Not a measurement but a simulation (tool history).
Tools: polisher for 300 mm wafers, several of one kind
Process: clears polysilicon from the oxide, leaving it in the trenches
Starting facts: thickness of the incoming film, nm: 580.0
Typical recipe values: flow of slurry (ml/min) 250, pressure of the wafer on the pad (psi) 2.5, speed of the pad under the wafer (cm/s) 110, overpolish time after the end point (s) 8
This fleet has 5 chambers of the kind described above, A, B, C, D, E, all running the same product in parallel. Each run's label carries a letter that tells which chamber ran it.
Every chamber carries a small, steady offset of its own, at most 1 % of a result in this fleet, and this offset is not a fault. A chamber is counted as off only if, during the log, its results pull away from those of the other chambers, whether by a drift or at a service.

run   hour  flow of slurry (ml/min)  pressure of the wafer on the pad (psi)  speed of the pad under the wafer (cm/s)  overpolish time after the end point (s)  time until the end point was called (s)  dishing of a wide line in a test structure (Å)
       2.4  -- chamber E: worn pad replaced by a new one
 1A    7.2                      250                                     2.5                                      110                                        8                                   39.921                                          322.19
 2D   14.7                      250                                     2.5                                      110                                        8                                   40.040                                          317.83
 3C   22.7                      250                                     2.5                                      110                                        8                                   38.964                                          311.27
      25.9  -- chamber D: worn pad replaced by a new one
      31.0  -- chamber C: slurry nozzle cleaned
      33.7  -- chamber A: worn pad replaced by a new one
 4E   36.2                      250                                     2.5                                      110                                        8                                   40.343                                          321.03
 5B   45.3                      250                                     2.5                                      110                                        8                                   40.181                                          308.98
      52.2  -- chamber C: worn pad replaced by a new one
 6A   57.7                      250                                     2.5                                      110                                        8                                   38.922                                          321.61
      63.1  -- chamber E: worn pad replaced by a new one
      65.5  -- chamber B: worn pad replaced by a new one
      65.9  -- chamber E: slurry nozzle cleaned
 7C   69.9                      250                                     2.5                                      110                                        8                                   40.322                                          320.30
      75.7  -- chamber D: head pressure recalibrated
 8D   79.5                      250                                     2.5                                      110                                        8                                   39.682                                          306.38
      88.6  -- chamber D: worn pad replaced by a new one
 9B   93.6                      250                                     2.5                                      110                                        8                                   39.930                                          322.72
      99.9  -- chamber A: worn pad replaced by a new one
10E  103.3                      250                                     2.5                                      110                                        8                                   39.482                                          319.02
11E  112.7                      250                                     2.5                                      110                                        8                                   39.716                                          317.86
     122.4  -- chamber E: worn pad replaced by a new one
12B  126.9                      250                                     2.5                                      110                                        8                                   38.436                                          317.37
     129.8  -- chamber A: slurry nozzle cleaned
13C  138.8                      250                                     2.5                                      110                                        8                                   39.984                                          318.77
     142.8  -- chamber B: worn pad replaced by a new one
14A  147.2                      250                                     1.7                                       88                                        8                                   72.374                                          285.63
     147.7  -- chamber C: worn pad replaced by a new one
     154.1  -- chamber D: worn pad replaced by a new one
15D  154.2                      250                                     1.7                                       88                                        8                                   71.922                                          281.63
     157.0  -- chamber B: slurry nozzle cleaned
     166.5  -- chamber D: slurry nozzle cleaned
16C  167.1                      250                                     1.7                                       88                                        8                                   71.793                                          278.44
     170.2  -- chamber A: worn pad replaced by a new one
17A  174.5                      250                                     1.7                                       88                                        8                                   73.681                                          282.78
     180.1  -- chamber E: worn pad replaced by a new one
18B  186.4                      250                                     1.7                                       88                                        8                                   70.992                                          272.14
19D  201.4                      250                                     2.5                                      110                                        8                                   39.200                                          316.10
20E  208.5                      250                                     2.5                                      110                                        8                                   40.206                                          321.03
     211.1  -- chamber B: worn pad replaced by a new one
     213.1  -- chamber D: worn pad replaced by a new one
21E  215.3                      250                                     2.5                                      110                                        8                                   39.765                                          316.20
22C  229.8                      250                                     2.5                                      110                                        8                                   40.118                                          332.63
23B  236.4                      250                                     2.5                                      110                                        8                                   39.634                                          309.87
     242.1  -- chamber A: worn pad replaced by a new one
24D  243.5                      250                                     2.5                                       92                                        8                                   47.397                                          310.18
     243.6  -- chamber E: worn pad replaced by a new one
     246.4  -- chamber C: worn pad replaced by a new one
25A  251.4                      250                                     2.5                                       92                                        8                                   47.035                                          317.50
26D  264.5                      250                                     2.5                                       92                                        8                                   47.336                                          312.92
27C  275.6                      250                                     2.5                                       92                                        8                                   48.010                                          309.79
     278.9  -- chamber B: worn pad replaced by a new one
28E  287.3                      250                                     2.5                                       92                                        8                                   46.475                                          308.84
29B  301.5                      250                                     2.5                                      110                                        8                                   40.033                                          315.47
     311.5  -- chamber A: worn pad replaced by a new one
30A  313.9                      250                                     2.5                                      110                                        8                                   40.380                                          319.10
31C  323.0                      250                                     2.5                                      110                                        8                                   39.055                                          336.70

All 5 chambers run these settings next. Forecast each chamber's results:
32A  333.8                      250                                     2.5                                       74                                        8                                        ?                                               ?
32B  333.8                      250                                     2.5                                       74                                        8                                        ?                                               ?
32C  333.8                      250                                     2.5                                       74                                        8                                        ?                                               ?
32D  333.8                      250                                     2.5                                       74                                        8                                        ?                                               ?
32E  333.8                      250                                     2.5                                       74                                        8                                        ?                                               ?

run  time until the end point was called (s)  dishing of a wide line in a test structure (Å)
32A                                   61.140                                          297.37
32B                                   58.652                                          307.68
32C                                   59.570                                          297.72
32D                                   58.100                                          288.24
32E                                   59.993                                          307.48
